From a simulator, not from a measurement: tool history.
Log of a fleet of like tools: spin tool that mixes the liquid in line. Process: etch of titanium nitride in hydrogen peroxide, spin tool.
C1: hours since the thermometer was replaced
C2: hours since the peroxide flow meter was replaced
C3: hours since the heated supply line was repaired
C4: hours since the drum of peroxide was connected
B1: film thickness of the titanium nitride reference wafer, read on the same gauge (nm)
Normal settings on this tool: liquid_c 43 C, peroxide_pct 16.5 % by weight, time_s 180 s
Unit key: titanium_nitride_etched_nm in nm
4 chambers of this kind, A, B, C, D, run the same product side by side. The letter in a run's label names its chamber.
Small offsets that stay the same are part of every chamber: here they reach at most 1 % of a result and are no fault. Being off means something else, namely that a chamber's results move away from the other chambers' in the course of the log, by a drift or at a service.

run 1B hour=4.3 | liquid_c=43 peroxide_pct=16.5 time_s=180 | C1=1495.2 C2=771.9 C3=305.4 C4=216 | B1=59.993 | titanium_nitride_etched_nm=8.4062
run 2D hour=10.2 | liquid_c=43 peroxide_pct=16.5 time_s=180 | C1=139 C2=458.1 C3=833.9 C4=199.2 | B1=60.003 | titanium_nitride_etched_nm=8.5794
run 3A hour=15.8 | liquid_c=43 peroxide_pct=16.5 time_s=180 | C1=268.8 C2=994.7 C3=797.5 C4=761.4 | B1=59.994 | titanium_nitride_etched_nm=8.5326
run 4C hour=21.1 | liquid_c=43 peroxide_pct=16.5 time_s=180 | C1=1954.5 C2=660.4 C3=1319.6 C4=511 | B1=59.978 | titanium_nitride_etched_nm=8.541
run 5B hour=28.6 | liquid_c=43 peroxide_pct=16.5 time_s=180 | C1=1519.5 C2=796.2 C3=329.7 C4=240.3 | B1=60.012 | titanium_nitride_etched_nm=8.4243
run 6A hour=33.2 | liquid_c=43 peroxide_pct=16.5 time_s=180 | C1=286.2 C2=1012.1 C3=814.9 C4=778.8 | B1=60.002 | titanium_nitride_etched_nm=8.5392
run 7D hour=41.6 | liquid_c=43 peroxide_pct=16.5 time_s=180 | C1=170.4 C2=489.5 C3=865.3 C4=230.6 | B1=59.986 | titanium_nitride_etched_nm=8.5015
run 8C hour=46.4 | liquid_c=43 peroxide_pct=16.5 time_s=180 | C1=1979.8 C2=685.7 C3=1344.9 C4=536.3 | B1=59.997 | titanium_nitride_etched_nm=8.5131
run 9B hour=52.2 | liquid_c=43 peroxide_pct=16.5 time_s=180 | C1=1543.1 C2=819.8 C3=353.3 C4=263.9 | B1=60.017 | titanium_nitride_etched_nm=8.4985
run 10C hour=61.1 | liquid_c=43 peroxide_pct=16.5 time_s=180 | C1=1994.5 C2=700.4 C3=1359.6 C4=551 | B1=59.995 | titanium_nitride_etched_nm=8.5557
run 11D hour=70.5 | liquid_c=40 peroxide_pct=14.5 time_s=180 | C1=199.3 C2=518.4 C3=894.2 C4=259.5 | B1=60.005 | titanium_nitride_etched_nm=6.5689
run 12A hour=79.2 | liquid_c=40 peroxide_pct=14.5 time_s=180 | C1=332.2 C2=1058.1 C3=860.9 C4=824.8 | B1=60.002 | titanium_nitride_etched_nm=6.5606
run 13D hour=86.3 | liquid_c=40 peroxide_pct=14.5 time_s=180 | C1=215.1 C2=534.2 C3=910 C4=275.3 | B1=59.993 | titanium_nitride_etched_nm=6.6182
run 14B hour=90.5 | liquid_c=40 peroxide_pct=14.5 time_s=180 | C1=1581.4 C2=858.1 C3=391.6 C4=302.2 | B1=59.994 | titanium_nitride_etched_nm=6.5427
run 15C hour=94.6 | liquid_c=43 peroxide_pct=16.5 time_s=180 | C1=2028 C2=733.9 C3=1393.1 C4=584.5 | B1=60.002 | titanium_nitride_etched_nm=8.6917
run 16A hour=99.5 | liquid_c=43 peroxide_pct=16.5 time_s=180 | C1=352.5 C2=1078.4 C3=881.2 C4=845.1 | B1=59.996 | titanium_nitride_etched_nm=8.5517
-- hour=102.4 chamber A: peroxide flow meter replaced
run 17B hour=108.9 | liquid_c=43 peroxide_pct=16.5 time_s=180 | C1=1599.8 C2=876.5 C3=410 C4=320.6 | B1=60.008 | titanium_nitride_etched_nm=8.4744
run 18D hour=117.8 | liquid_c=43 peroxide_pct=16.5 time_s=180 | C1=246.6 C2=565.7 C3=941.5 C4=306.8 | B1=59.993 | titanium_nitride_etched_nm=8.6383
-- hour=118 chamber B: thermometer replaced
run 19A hour=126.2 | liquid_c=43 peroxide_pct=16.5 time_s=180 | C1=379.2 C2=23.8 C3=907.9 C4=871.8 | B1=59.977 | titanium_nitride_etched_nm=8.5104
run 20C hour=133.4 | liquid_c=43 peroxide_pct=16.5 time_s=180 | C1=2066.8 C2=772.7 C3=1431.9 C4=623.3 | B1=59.997 | titanium_nitride_etched_nm=8.722
run 21D hour=139.9 | liquid_c=43 peroxide_pct=16.5 time_s=180 | C1=268.7 C2=587.8 C3=963.6 C4=328.9 | B1=59.992 | titanium_nitride_etched_nm=8.5395
run 22A hour=147.5 | liquid_c=43 peroxide_pct=16.5 time_s=180 | C1=400.5 C2=45.1 C3=929.2 C4=893.1 | B1=59.99 | titanium_nitride_etched_nm=8.5689
run 23B hour=152.2 | liquid_c=43 peroxide_pct=16.5 time_s=280 | C1=34.3 C2=919.8 C3=453.3 C4=363.9 | B1=59.998 | titanium_nitride_etched_nm=13.212
run 24C hour=159.3 | liquid_c=43 peroxide_pct=16.5 time_s=280 | C1=2092.7 C2=798.6 C3=1457.8 C4=649.2 | B1=59.997 | titanium_nitride_etched_nm=13.96
run 25C hour=166.5 | liquid_c=43 peroxide_pct=16.5 time_s=280 | C1=2099.9 C2=805.8 C3=1465 C4=656.4 | B1=60.009 | titanium_nitride_etched_nm=13.964
run 26D hour=170.9 | liquid_c=43 peroxide_pct=16.5 time_s=280 | C1=299.7 C2=618.8 C3=994.6 C4=359.9 | B1=60.02 | titanium_nitride_etched_nm=13.228
run 27B hour=176.3 | liquid_c=43 peroxide_pct=16.5 time_s=180 | C1=58.4 C2=943.9 C3=477.4 C4=388 | B1=59.994 | titanium_nitride_etched_nm=8.5739
run 28A hour=181.5 | liquid_c=43 peroxide_pct=16.5 time_s=180 | C1=434.5 C2=79.1 C3=963.2 C4=927.1 | B1=60.012 | titanium_nitride_etched_nm=8.588

Is one chamber out of step, is the gauge drifting, or do the chambers differ by no more than their own small offsets? For an off chamber, give its letter and the likeliest cause.

Little by little, chamber C moves away from the other chambers.
What lies behind it: liquid hotter than its thermometer reads (K) = 0.728.

Here are 4 candidates for chamber C's next run, each the usual settings with a change, their results left as question marks. Which one brings its results back in line with what the others give on the usual settings?
In-line tolerance around the mean of the other chambers on the usual settings: titanium_nitride_etched_nm 0.18 nm
run 29C-1 hour=188.3 | liquid_c=43 peroxide_pct=18 time_s=180 | titanium_nitride_etched_nm=?
run 29C-2 hour=188.3 | liquid_c=43 peroxide_pct=16.5 time_s=190 | titanium_nitride_etched_nm=?
run 29C-3 hour=188.3 | liquid_c=43 peroxide_pct=16.5 time_s=175 | titanium_nitride_etched_nm=?
run 29C-4 hour=188.3 | liquid_c=42.5 peroxide_pct=16.5 time_s=175 | titanium_nitride_etched_nm=?

Usual-settings mean across the other chambers: titanium_nitride_etched_nm 8.5041 nm
run=29C-1 titanium_nitride_etched_nm=9.1877
run=29C-2 titanium_nitride_etched_nm=9.5211
run=29C-3 titanium_nitride_etched_nm=8.7695
run=29C-4 titanium_nitride_etched_nm=8.4457
29C-4 puts the chamber back in line with the other chambers.
